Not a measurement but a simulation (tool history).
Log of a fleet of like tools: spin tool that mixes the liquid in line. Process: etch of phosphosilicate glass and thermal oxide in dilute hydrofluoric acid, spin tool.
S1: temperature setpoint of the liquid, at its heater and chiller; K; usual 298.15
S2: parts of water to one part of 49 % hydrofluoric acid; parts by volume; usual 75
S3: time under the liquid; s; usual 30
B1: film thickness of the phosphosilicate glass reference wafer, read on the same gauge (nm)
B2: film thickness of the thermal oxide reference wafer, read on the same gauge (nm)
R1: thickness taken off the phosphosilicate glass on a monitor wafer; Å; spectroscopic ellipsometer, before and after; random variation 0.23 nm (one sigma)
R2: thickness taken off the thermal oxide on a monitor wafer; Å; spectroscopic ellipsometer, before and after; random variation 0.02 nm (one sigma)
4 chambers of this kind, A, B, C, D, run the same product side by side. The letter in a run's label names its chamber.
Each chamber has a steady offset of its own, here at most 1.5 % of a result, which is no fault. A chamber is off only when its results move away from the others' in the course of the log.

run	hour	S1	S2	S3	B1	B2	R1	R2
1D	7.1	298.15	75	30	119.98	60.020	572.42	20.6940
2B	13.7	298.15	75	30	119.97	59.979	570.19	20.4120
# hour 14.3: chamber B: hydrofluoric acid flow meter replaced
3C	20.7	298.15	75	30	120.00	60.024	571.08	21.0900
4A	34.4	298.15	75	30	120.02	60.023	576.78	20.4300
5C	40.9	298.15	75	30	119.99	59.987	573.65	21.3390
# hour 42.5: chamber A: hydrofluoric acid flow meter replaced
6D	48.3	298.15	75	30	120.02	59.992	569.73	20.5830
7B	61.8	298.15	75	30	119.97	60.009	570.37	20.2380
8A	73.3	300.65	45	30	120.03	60.016	1091.90	40.0380
9A	85.9	300.65	45	30	119.97	60.000	1094.10	39.5340
10D	96.1	300.65	45	30	119.97	60.007	1087.00	39.3550
11C	110.1	300.65	45	30	119.97	60.000	1108.70	40.5950
12B	120.2	298.15	75	30	120.03	60.000	573.83	20.5510
13D	130.5	300.15	100	30	120.00	60.010	451.46	16.4710
14C	141.9	300.15	100	30	120.01	60.020	449.25	16.3670
# hour 142.4: chamber C: hydrofluoric acid flow meter replaced
# hour 154.3: chamber D: thermometer replaced
15B	155.4	300.15	100	30	120.00	59.993	449.96	16.3460
16A	163.7	300.15	100	30	120.00	59.986	450.07	16.3870
17A	171.7	298.15	75	30	120.02	59.977	575.95	20.8420
18D	183.5	298.15	75	30	120.02	59.996	570.99	20.1220
19C	192.2	298.15	75	30	119.99	60.006	572.25	21.2790
# hour 200.7: chamber C: thermometer replaced
20B	206.7	298.15	75	30	120.00	60.004	567.52	20.3280
21C	213.1	298.15	75	30	120.01	60.025	573.49	20.8320
22A	223.3	301.65	75	15	120.01	59.996	330.55	12.2250
23D	235.3	301.65	75	15	120.00	60.004	328.07	11.9740
24B	242.8	301.65	75	15	119.99	59.975	327.84	11.8040
25A	257.1	301.65	75	15	120.01	60.009	328.65	11.7440
26B	265.1	295.65	75	30	120.03	59.980	515.95	18.2730
27D	277.6	295.65	75	30	120.00	59.974	516.05	18.0510
28C	288.0	295.65	75	30	120.01	59.986	513.37	18.8130
29D	294.6	295.65	75	30	119.96	60.009	518.84	18.3960
30C	307.0	298.15	75	30	119.98	60.009	571.86	20.6670
31B	313.5	298.15	100	15	120.02	60.007	207.66	7.5798
32A	323.9	298.15	100	15	120.02	59.989	208.88	7.5045
33A	330.3	298.15	100	15	120.00	60.029	209.41	7.4519
34D	343.5	298.15	100	15	119.98	60.012	208.25	7.5408
35C	351.1	298.15	75	30	120.00	60.002	574.66	21.1710
36B	364.6	298.15	50	30	120.02	59.994	875.79	31.6030
37C	374.5	298.15	50	30	119.95	60.001	898.19	32.4670

What goes on in this fleet: one chamber off, a drifting gauge, or nothing beyond the chambers' own small offsets? Name the chamber and the cause, if any.

No chamber stands off beyond its own small offset, and the gauge holds steady.
